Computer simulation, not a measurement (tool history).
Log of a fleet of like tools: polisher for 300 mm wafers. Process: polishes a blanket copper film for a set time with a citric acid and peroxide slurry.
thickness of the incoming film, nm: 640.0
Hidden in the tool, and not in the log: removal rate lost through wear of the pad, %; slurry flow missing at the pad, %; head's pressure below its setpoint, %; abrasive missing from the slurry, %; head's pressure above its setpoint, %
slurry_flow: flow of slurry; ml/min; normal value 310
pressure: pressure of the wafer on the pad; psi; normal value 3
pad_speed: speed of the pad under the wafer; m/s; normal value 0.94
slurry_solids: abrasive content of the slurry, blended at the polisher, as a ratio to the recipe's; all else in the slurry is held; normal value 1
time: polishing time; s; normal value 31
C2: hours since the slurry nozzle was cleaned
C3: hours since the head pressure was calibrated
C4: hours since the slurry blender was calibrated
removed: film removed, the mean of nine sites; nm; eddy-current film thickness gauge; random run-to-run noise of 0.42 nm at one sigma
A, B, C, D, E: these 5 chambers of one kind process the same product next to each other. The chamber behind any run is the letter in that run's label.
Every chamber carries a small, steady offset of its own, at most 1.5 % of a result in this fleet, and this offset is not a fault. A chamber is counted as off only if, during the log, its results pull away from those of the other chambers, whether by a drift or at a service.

{"hour": 7.7, "done": "chamber D: worn pad replaced by a new one"}
{"run": "1A", "hour": 14.5, "slurry_flow": 310, "pressure": 3, "pad_speed": 0.94, "slurry_solids": 1, "time": 31, "wafers polished on this pad": 623, "C2": 481.7, "C3": 571.1, "C4": 141.7, "removed": 52.533}
{"hour": 16.0, "done": "chamber C: slurry blender recalibrated"}
{"run": "2C", "hour": 25.4, "slurry_flow": 310, "pressure": 3, "pad_speed": 0.94, "slurry_solids": 1, "time": 31, "wafers polished on this pad": 280, "C2": 365.5, "C3": 546.9, "C4": 9.5, "removed": 53.789}
{"hour": 35.5, "done": "chamber E: worn pad replaced by a new one"}
{"run": "3B", "hour": 39.2, "slurry_flow": 310, "pressure": 3, "pad_speed": 0.94, "slurry_solids": 1, "time": 31, "wafers polished on this pad": 777, "C2": 100.5, "C3": 174.4, "C4": 369.4, "removed": 53.125}
{"hour": 51.5, "done": "chamber B: slurry blender recalibrated"}
{"run": "4E", "hour": 54.3, "slurry_flow": 310, "pressure": 3, "pad_speed": 0.94, "slurry_solids": 1, "time": 31, "wafers polished on this pad": 195, "C2": 447.1, "C3": 601.2, "C4": 112.6, "removed": 53.703}
{"hour": 61.0, "done": "chamber A: worn pad replaced by a new one"}
{"run": "5D", "hour": 68.0, "slurry_flow": 310, "pressure": 3, "pad_speed": 0.94, "slurry_solids": 1.25, "time": 31, "wafers polished on this pad": 626, "C2": 554.4, "C3": 796.7, "C4": 117.1, "removed": 55.174}
{"run": "6C", "hour": 78.2, "slurry_flow": 310, "pressure": 3, "pad_speed": 0.94, "slurry_solids": 1.25, "time": 31, "wafers polished on this pad": 828, "C2": 418.3, "C3": 599.7, "C4": 62.3, "removed": 55.849}
{"run": "7A", "hour": 87.6, "slurry_flow": 310, "pressure": 3, "pad_speed": 0.94, "slurry_solids": 1.25, "time": 31, "wafers polished on this pad": 276, "C2": 554.8, "C3": 644.2, "C4": 214.8, "removed": 54.48}
{"hour": 88.0, "done": "chamber D: worn pad replaced by a new one"}
{"run": "8B", "hour": 97.5, "slurry_flow": 310, "pressure": 3, "pad_speed": 0.94, "slurry_solids": 1.25, "time": 31, "wafers polished on this pad": 1382, "C2": 158.8, "C3": 232.7, "C4": 46.1, "removed": 55.743}
{"hour": 103.8, "done": "chamber A: slurry blender recalibrated"}
{"run": "9D", "hour": 107.9, "slurry_flow": 310, "pressure": 3, "pad_speed": 0.94, "slurry_solids": 1.25, "time": 31, "wafers polished on this pad": 207, "C2": 594.3, "C3": 836.6, "C4": 157, "removed": 55.306}
{"hour": 109.3, "done": "chamber B: worn pad replaced by a new one"}
{"hour": 114.3, "done": "chamber C: worn pad replaced by a new one"}
{"run": "10E", "hour": 118.2, "slurry_flow": 310, "pressure": 3, "pad_speed": 0.94, "slurry_solids": 1, "time": 31, "wafers polished on this pad": 858, "C2": 511, "C3": 665.1, "C4": 176.5, "removed": 53.646}
{"run": "11A", "hour": 126.3, "slurry_flow": 310, "pressure": 3, "pad_speed": 0.94, "slurry_solids": 1, "time": 31, "wafers polished on this pad": 678, "C2": 593.5, "C3": 682.9, "C4": 22.5, "removed": 51.528}
{"hour": 130.4, "done": "chamber D: slurry nozzle cleaned"}
{"run": "12E", "hour": 137.0, "slurry_flow": 310, "pressure": 3, "pad_speed": 0.94, "slurry_solids": 1, "time": 31, "wafers polished on this pad": 1053, "C2": 529.8, "C3": 683.9, "C4": 195.3, "removed": 53.784}
{"run": "13D", "hour": 148.5, "slurry_flow": 310, "pressure": 3, "pad_speed": 0.94, "slurry_solids": 1, "time": 31, "wafers polished on this pad": 628, "C2": 18.1, "C3": 877.2, "C4": 197.6, "removed": 53.227}
{"hour": 151.3, "done": "chamber E: worn pad replaced by a new one"}
{"hour": 151.9, "done": "chamber A: worn pad replaced by a new one"}
{"run": "14C", "hour": 159.1, "slurry_flow": 310, "pressure": 3, "pad_speed": 0.94, "slurry_solids": 1, "time": 31, "wafers polished on this pad": 465, "C2": 499.2, "C3": 680.6, "C4": 143.2, "removed": 53.668}
{"run": "15B", "hour": 170.5, "slurry_flow": 310, "pressure": 3, "pad_speed": 0.94, "slurry_solids": 1, "time": 31, "wafers polished on this pad": 635, "C2": 231.8, "C3": 305.7, "C4": 119.1, "removed": 52.903}
{"hour": 178.3, "done": "chamber D: worn pad replaced by a new one"}
{"run": "16E", "hour": 179.6, "slurry_flow": 310, "pressure": 3, "pad_speed": 0.94, "slurry_solids": 1, "time": 31, "wafers polished on this pad": 293, "C2": 572.4, "C3": 726.5, "C4": 237.9, "removed": 53.069}
{"hour": 179.9, "done": "chamber C: head pressure recalibrated"}
{"hour": 182.7, "done": "chamber E: slurry blender recalibrated"}
{"run": "17C", "hour": 190.5, "slurry_flow": 310, "pressure": 3, "pad_speed": 0.94, "slurry_solids": 1, "time": 31, "wafers polished on this pad": 791, "C2": 530.6, "C3": 10.7, "C4": 174.6, "removed": 52.686}
{"run": "18B", "hour": 199.6, "slurry_flow": 310, "pressure": 3, "pad_speed": 0.94, "slurry_solids": 1, "time": 31, "wafers polished on this pad": 937, "C2": 260.9, "C3": 334.8, "C4": 148.2, "removed": 53.782}
{"hour": 209.8, "done": "chamber C: worn pad replaced by a new one"}
{"run": "19A", "hour": 214.6, "slurry_flow": 310, "pressure": 3, "pad_speed": 0.94, "slurry_solids": 1, "time": 31, "wafers polished on this pad": 651, "C2": 681.8, "C3": 771.2, "C4": 110.8, "removed": 49.819}
{"run": "20D", "hour": 221.4, "slurry_flow": 310, "pressure": 3, "pad_speed": 0.94, "slurry_solids": 1, "time": 31, "wafers polished on this pad": 447, "C2": 91, "C3": 950.1, "C4": 270.5, "removed": 52.569}
{"run": "21E", "hour": 231.7, "slurry_flow": 310, "pressure": 3, "pad_speed": 0.94, "slurry_solids": 1, "time": 31, "wafers polished on this pad": 834, "C2": 624.5, "C3": 778.6, "C4": 49.1, "removed": 53.935}
{"run": "22D", "hour": 244.1, "slurry_flow": 310, "pressure": 3, "pad_speed": 0.94, "slurry_solids": 1, "time": 31, "wafers polished on this pad": 683, "C2": 113.7, "C3": 972.8, "C4": 293.2, "removed": 52.351}
{"hour": 251.0, "done": "chamber E: worn pad replaced by a new one"}
{"run": "23C", "hour": 252.2, "slurry_flow": 310, "pressure": 3, "pad_speed": 0.94, "slurry_solids": 1, "time": 31, "wafers polished on this pad": 440, "C2": 592.3, "C3": 72.4, "C4": 236.3, "removed": 54.106}
{"hour": 262.4, "done": "chamber B: worn pad replaced by a new one"}
{"run": "24A", "hour": 262.5, "slurry_flow": 310, "pressure": 3, "pad_speed": 0.94, "slurry_solids": 1, "time": 31, "wafers polished on this pad": 1148, "C2": 729.7, "C3": 819.1, "C4": 158.7, "removed": 49.56}
{"hour": 264.2, "done": "chamber A: worn pad replaced by a new one"}
{"hour": 274.7, "done": "chamber D: worn pad replaced by a new one"}
{"run": "25B", "hour": 275.1, "slurry_flow": 310, "pressure": 3, "pad_speed": 0.94, "slurry_solids": 1, "time": 31, "wafers polished on this pad": 132, "C2": 336.4, "C3": 410.3, "C4": 223.7, "removed": 53.873}
{"run": "26D", "hour": 286.1, "slurry_flow": 310, "pressure": 3, "pad_speed": 0.94, "slurry_solids": 1, "time": 31, "wafers polished on this pad": 118, "C2": 155.7, "C3": 1014.8, "C4": 335.2, "removed": 52.916}
{"run": "27E", "hour": 294.3, "slurry_flow": 310, "pressure": 3, "pad_speed": 0.94, "slurry_solids": 1, "time": 31, "wafers polished on this pad": 450, "C2": 687.1, "C3": 841.2, "C4": 111.7, "removed": 53.835}
{"hour": 298.5, "done": "chamber A: slurry blender recalibrated"}
{"run": "28B", "hour": 308.8, "slurry_flow": 310, "pressure": 3, "pad_speed": 0.94, "slurry_solids": 1, "time": 31, "wafers polished on this pad": 481, "C2": 370.1, "C3": 444, "C4": 257.4, "removed": 53.157}
{"run": "29C", "hour": 322.1, "slurry_flow": 310, "pressure": 3, "pad_speed": 0.76, "slurry_solids": 1, "time": 31, "wafers polished on this pad": 1166, "C2": 662.2, "C3": 142.3, "C4": 306.2, "removed": 42.654}
{"run": "30A", "hour": 333.8, "slurry_flow": 310, "pressure": 3, "pad_speed": 0.76, "slurry_solids": 1, "time": 31, "wafers polished on this pad": 723, "C2": 801, "C3": 890.4, "C4": 35.4, "removed": 39.275}

Next, all 5 chambers run the settings below, one line each with question marks for the results. What does each chamber give?
{"run": "31A", "hour": 344.7, "slurry_flow": 310, "pressure": 3, "pad_speed": 0.94, "slurry_solids": 1, "time": 39, "removed": "?"}
{"run": "31B", "hour": 344.7, "slurry_flow": 310, "pressure": 3, "pad_speed": 0.94, "slurry_solids": 1, "time": 39, "removed": "?"}
{"run": "31C", "hour": 344.7, "slurry_flow": 310, "pressure": 3, "pad_speed": 0.94, "slurry_solids": 1, "time": 39, "removed": "?"}
{"run": "31D", "hour": 344.7, "slurry_flow": 310, "pressure": 3, "pad_speed": 0.94, "slurry_solids": 1, "time": 39, "removed": "?"}
{"run": "31E", "hour": 344.7, "slurry_flow": 310, "pressure": 3, "pad_speed": 0.94, "slurry_solids": 1, "time": 39, "removed": "?"}

run=31A removed=59.569
run=31B removed=67.772
run=31C removed=66.36
run=31D removed=66.187
run=31E removed=67.02
